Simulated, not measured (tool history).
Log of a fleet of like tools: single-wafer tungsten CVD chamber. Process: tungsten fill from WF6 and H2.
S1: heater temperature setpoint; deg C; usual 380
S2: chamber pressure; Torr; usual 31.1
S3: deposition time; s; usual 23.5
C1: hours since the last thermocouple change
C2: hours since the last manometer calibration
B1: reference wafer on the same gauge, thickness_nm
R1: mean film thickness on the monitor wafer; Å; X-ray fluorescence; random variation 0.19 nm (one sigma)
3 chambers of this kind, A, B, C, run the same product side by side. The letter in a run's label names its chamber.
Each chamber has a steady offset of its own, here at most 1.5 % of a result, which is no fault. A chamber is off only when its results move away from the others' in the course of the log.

run   hour   S1    S2    S3      C1     C2      B1      R1
 1B    5.9  380  31.1  23.5  1227.9  399.4  38.042  471.53
 2A   11.4  380  31.1  23.5   711.2  144.1  38.036  476.86
 3C   14.9  380  31.1  23.5   332.8  253.3   38.04  472.88
 4C   20.8  380  31.1  23.5   338.7  259.2  38.008  469.78
 5A   24.9  380  31.1  23.5   724.7  157.6   38.02  476.73
 6B   28.4  380  31.1  23.5  1250.4  421.9  38.028   473.7
 7A   34.5  380  28.3  23.5   734.3  167.2   38.01  455.26
 8B   39.9  380  28.3  23.5  1261.9  433.4  38.029   449.3
 9C   46.2  380  28.3  23.5   364.1  284.6  37.977  453.59
10A     52  380  23.8  19.1   751.8  184.7  38.028  339.49
11B   56.4  380  23.8  19.1  1278.4  449.9   38.02  338.21
12C   60.9  380  23.8  19.1   378.8  299.3  38.027  335.88
13A   64.8  380  31.1  23.5   764.6  197.5   38.02  473.55
14B     71  380  31.1  23.5    1293  464.5  37.998  475.97
15C     77  380  31.1  23.5   394.9  315.4  38.008  469.05
16A   81.7  380  31.1  23.5   781.5  214.4  37.964  473.01
17C     87  380  31.1  23.5   404.9  325.4  37.999  474.44
18B   93.2  390  31.1  26.4  1315.2  486.7  38.039  646.98
19A   98.9  390  31.1  26.4   798.7  231.6   37.98  654.59
20C  103.3  390  31.1  26.4   421.2  341.7  38.015  647.17
21B  107.9  380  31.1  23.5  1329.9  501.4  37.979  472.84
22C  113.8  373  27.5  23.5   431.7  352.2  37.971   385.8
23A  119.3  373  27.5  23.5   819.1    252  37.974   388.5

Next, every chamber runs the same settings. What will each give?
24A  123.8  380  37.5  23.5               ?
24B  123.8  380  37.5  23.5               ?
24C  123.8  380  37.5  23.5               ?

run      R1
24A  523.33
24B  520.81
24C   512.6
